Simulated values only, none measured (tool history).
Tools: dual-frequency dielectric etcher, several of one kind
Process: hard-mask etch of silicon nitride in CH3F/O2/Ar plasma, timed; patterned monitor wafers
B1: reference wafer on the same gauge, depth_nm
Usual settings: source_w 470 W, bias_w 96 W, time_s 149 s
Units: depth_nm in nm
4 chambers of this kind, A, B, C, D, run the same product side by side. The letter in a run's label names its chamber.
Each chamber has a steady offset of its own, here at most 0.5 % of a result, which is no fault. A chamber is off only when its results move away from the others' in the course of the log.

run 1D hour=9.8 | source_w=470 bias_w=96 time_s=149 | B1=128.01 | depth_nm=123.070
-- hour=12.1 chamber B: wet clean of the chamber
run 2B hour=20.2 | source_w=470 bias_w=96 time_s=149 | B1=128.03 | depth_nm=123.420
run 3A hour=26.6 | source_w=470 bias_w=96 time_s=149 | B1=128.07 | depth_nm=123.070
run 4C hour=35.5 | source_w=470 bias_w=96 time_s=149 | B1=128.13 | depth_nm=122.190
run 5A hour=45.6 | source_w=470 bias_w=96 time_s=149 | B1=128.14 | depth_nm=123.010
run 6D hour=55.6 | source_w=470 bias_w=96 time_s=149 | B1=128.14 | depth_nm=123.280
run 7B hour=65.8 | source_w=470 bias_w=96 time_s=149 | B1=128.19 | depth_nm=123.430
run 8C hour=75.2 | source_w=470 bias_w=96 time_s=149 | B1=128.23 | depth_nm=122.200
run 9A hour=86.3 | source_w=470 bias_w=96 time_s=149 | B1=128.23 | depth_nm=123.330
run 10B hour=97.6 | source_w=470 bias_w=96 time_s=149 | B1=128.27 | depth_nm=123.500
run 11C hour=109.8 | source_w=470 bias_w=96 time_s=149 | B1=128.28 | depth_nm=122.630
run 12D hour=115.8 | source_w=560 bias_w=96 time_s=149 | B1=128.34 | depth_nm=131.480
run 13C hour=125.2 | source_w=560 bias_w=96 time_s=149 | B1=128.37 | depth_nm=130.300
run 14D hour=136.2 | source_w=560 bias_w=96 time_s=149 | B1=128.34 | depth_nm=131.800
run 15A hour=142.0 | source_w=560 bias_w=96 time_s=149 | B1=128.39 | depth_nm=131.720
run 16B hour=148.7 | source_w=470 bias_w=96 time_s=149 | B1=128.41 | depth_nm=123.260
run 17B hour=159.6 | source_w=470 bias_w=96 time_s=149 | B1=128.42 | depth_nm=123.600
run 18C hour=165.8 | source_w=470 bias_w=96 time_s=149 | B1=128.45 | depth_nm=122.320
run 19D hour=175.3 | source_w=470 bias_w=96 time_s=149 | B1=128.51 | depth_nm=123.520
run 20A hour=182.7 | source_w=370 bias_w=96 time_s=149 | B1=128.54 | depth_nm=112.920
run 21D hour=189.4 | source_w=370 bias_w=96 time_s=149 | B1=128.52 | depth_nm=113.520
-- hour=195.7 chamber B: source power generator calibrated
run 22C hour=197.7 | source_w=370 bias_w=96 time_s=149 | B1=128.56 | depth_nm=112.380
run 23A hour=203.3 | source_w=370 bias_w=96 time_s=149 | B1=128.54 | depth_nm=112.660
run 24B hour=211.1 | source_w=580 bias_w=96 time_s=107 | B1=128.58 | depth_nm=96.199
run 25B hour=221.9 | source_w=580 bias_w=96 time_s=107 | B1=128.58 | depth_nm=96.132
run 26C hour=233.2 | source_w=580 bias_w=96 time_s=107 | B1=128.61 | depth_nm=95.376
run 27A hour=242.1 | source_w=580 bias_w=96 time_s=107 | B1=128.66 | depth_nm=96.072

Next, every chamber runs the same settings. What will each give?
run 28A hour=251.2 | source_w=470 bias_w=96 time_s=149 | depth_nm=?
run 28B hour=251.2 | source_w=470 bias_w=96 time_s=149 | depth_nm=?
run 28C hour=251.2 | source_w=470 bias_w=96 time_s=149 | depth_nm=?
run 28D hour=251.2 | source_w=470 bias_w=96 time_s=149 | depth_nm=?

run=28A depth_nm=123.470
run=28B depth_nm=124.060
run=28C depth_nm=122.690
run=28D depth_nm=123.770
